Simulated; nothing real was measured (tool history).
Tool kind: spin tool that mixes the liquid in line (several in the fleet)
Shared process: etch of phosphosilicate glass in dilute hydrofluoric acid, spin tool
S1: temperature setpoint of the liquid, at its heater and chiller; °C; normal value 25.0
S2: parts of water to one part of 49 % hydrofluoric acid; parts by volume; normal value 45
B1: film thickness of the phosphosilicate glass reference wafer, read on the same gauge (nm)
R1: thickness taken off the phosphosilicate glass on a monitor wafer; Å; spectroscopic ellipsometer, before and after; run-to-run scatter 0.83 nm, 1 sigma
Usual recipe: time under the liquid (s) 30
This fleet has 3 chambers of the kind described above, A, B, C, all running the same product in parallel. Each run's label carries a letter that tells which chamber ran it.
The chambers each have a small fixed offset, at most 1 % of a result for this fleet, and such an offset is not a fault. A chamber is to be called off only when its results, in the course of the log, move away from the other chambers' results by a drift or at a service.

{"run": "1A", "hour": 5.5, "S1": 25.0, "S2": 45, "time under the liquid (s)": 30, "B1": 60.049, "R1": 1141.9}
{"run": "2C", "hour": 12.3, "S1": 25.0, "S2": 45, "time under the liquid (s)": 30, "B1": 60.01, "R1": 1132.7}
{"run": "3B", "hour": 16.0, "S1": 25.0, "S2": 45, "time under the liquid (s)": 30, "B1": 59.971, "R1": 1127.8}
{"run": "4B", "hour": 24.3, "S1": 25.0, "S2": 45, "time under the liquid (s)": 30, "B1": 60.021, "R1": 1127.5}
{"run": "5A", "hour": 29.1, "S1": 25.0, "S2": 45, "time under the liquid (s)": 40, "B1": 60.038, "R1": 1516.3}
{"run": "6C", "hour": 35.1, "S1": 25.0, "S2": 45, "time under the liquid (s)": 40, "B1": 60.003, "R1": 1492.8}
{"run": "7B", "hour": 38.8, "S1": 25.0, "S2": 45, "time under the liquid (s)": 40, "B1": 59.974, "R1": 1495.2}
{"run": "8A", "hour": 46.7, "S1": 25.0, "S2": 45, "time under the liquid (s)": 30, "B1": 59.969, "R1": 1139.1}
{"run": "9C", "hour": 53.6, "S1": 25.0, "S2": 45, "time under the liquid (s)": 30, "B1": 59.997, "R1": 1122.8}
{"run": "10B", "hour": 60.2, "S1": 25.0, "S2": 45, "time under the liquid (s)": 30, "B1": 60.009, "R1": 1107.6}
{"hour": 61.0, "done": "chamber B: thermometer replaced"}
{"run": "11A", "hour": 66.3, "S1": 26.5, "S2": 45, "time under the liquid (s)": 30, "B1": 60.025, "R1": 1184.6}
{"run": "12C", "hour": 70.8, "S1": 26.5, "S2": 45, "time under the liquid (s)": 30, "B1": 60.018, "R1": 1203.8}
{"run": "13C", "hour": 77.1, "S1": 26.5, "S2": 45, "time under the liquid (s)": 30, "B1": 59.954, "R1": 1198.7}
{"run": "14A", "hour": 83.7, "S1": 25.0, "S2": 45, "time under the liquid (s)": 30, "B1": 60.001, "R1": 1117.1}
{"run": "15B", "hour": 88.7, "S1": 25.0, "S2": 45, "time under the liquid (s)": 30, "B1": 60.019, "R1": 1142.9}
{"run": "16C", "hour": 96.3, "S1": 25.0, "S2": 60, "time under the liquid (s)": 30, "B1": 60.03, "R1": 830.31}
{"run": "17B", "hour": 103.3, "S1": 25.0, "S2": 60, "time under the liquid (s)": 30, "B1": 60.016, "R1": 834.08}
{"run": "18A", "hour": 109.9, "S1": 25.0, "S2": 60, "time under the liquid (s)": 30, "B1": 59.988, "R1": 802.96}
{"run": "19B", "hour": 115.3, "S1": 25.0, "S2": 45, "time under the liquid (s)": 30, "B1": 60.005, "R1": 1136.0}
{"run": "20A", "hour": 120.2, "S1": 25.0, "S2": 45, "time under the liquid (s)": 30, "B1": 60.034, "R1": 1096.9}
{"run": "21C", "hour": 126.7, "S1": 25.0, "S2": 45, "time under the liquid (s)": 30, "B1": 59.97, "R1": 1130.0}
{"run": "22A", "hour": 130.6, "S1": 25.0, "S2": 45, "time under the liquid (s)": 30, "B1": 59.973, "R1": 1096.2}
{"run": "23C", "hour": 134.3, "S1": 25.0, "S2": 45, "time under the liquid (s)": 30, "B1": 60.009, "R1": 1117.8}
{"run": "24B", "hour": 138.9, "S1": 25.0, "S2": 45, "time under the liquid (s)": 30, "B1": 60.038, "R1": 1116.6}
{"run": "25B", "hour": 143.7, "S1": 25.0, "S2": 45, "time under the liquid (s)": 30, "B1": 60.052, "R1": 1138.7}
{"run": "26A", "hour": 147.6, "S1": 25.0, "S2": 45, "time under the liquid (s)": 30, "B1": 60.012, "R1": 1086.6}
{"run": "27C", "hour": 155.9, "S1": 25.0, "S2": 45, "time under the liquid (s)": 40, "B1": 60.025, "R1": 1519.3}
{"run": "28C", "hour": 160.4, "S1": 25.0, "S2": 45, "time under the liquid (s)": 40, "B1": 60.01, "R1": 1507.6}
{"run": "29B", "hour": 166.0, "S1": 25.0, "S2": 45, "time under the liquid (s)": 40, "B1": 59.974, "R1": 1492.9}
{"hour": 171.7, "done": "chamber B: hydrofluoric acid flow meter replaced"}
{"run": "30A", "hour": 172.3, "S1": 27.5, "S2": 45, "time under the liquid (s)": 25, "B1": 59.989, "R1": 987.68}
{"run": "31A", "hour": 179.6, "S1": 27.5, "S2": 45, "time under the liquid (s)": 25, "B1": 60.033, "R1": 981.59}
{"run": "32C", "hour": 184.0, "S1": 27.5, "S2": 45, "time under the liquid (s)": 25, "B1": 60.043, "R1": 1034.4}
{"run": "33B", "hour": 190.0, "S1": 25.0, "S2": 45, "time under the liquid (s)": 30, "B1": 59.977, "R1": 1118.6}
{"run": "34C", "hour": 197.3, "S1": 25.0, "S2": 45, "time under the liquid (s)": 30, "B1": 60.017, "R1": 1113.2}
{"run": "35A", "hour": 204.7, "S1": 26.5, "S2": 60, "time under the liquid (s)": 30, "B1": 59.971, "R1": 825.79}
{"run": "36B", "hour": 210.9, "S1": 26.5, "S2": 60, "time under the liquid (s)": 30, "B1": 59.963, "R1": 880.16}
{"run": "37A", "hour": 218.2, "S1": 26.5, "S2": 60, "time under the liquid (s)": 30, "B1": 59.998, "R1": 832.3}

The same settings go to every chamber for the next run, one line per chamber below. Forecast the results for each:
{"run": "38A", "hour": 224.1, "S1": 25.0, "S2": 45, "time under the liquid (s)": 30, "R1": "?"}
{"run": "38B", "hour": 224.1, "S1": 25.0, "S2": 45, "time under the liquid (s)": 30, "R1": "?"}
{"run": "38C", "hour": 224.1, "S1": 25.0, "S2": 45, "time under the liquid (s)": 30, "R1": "?"}

run=38A R1=1058.00
run=38B R1=1136.80
run=38C R1=1120.30

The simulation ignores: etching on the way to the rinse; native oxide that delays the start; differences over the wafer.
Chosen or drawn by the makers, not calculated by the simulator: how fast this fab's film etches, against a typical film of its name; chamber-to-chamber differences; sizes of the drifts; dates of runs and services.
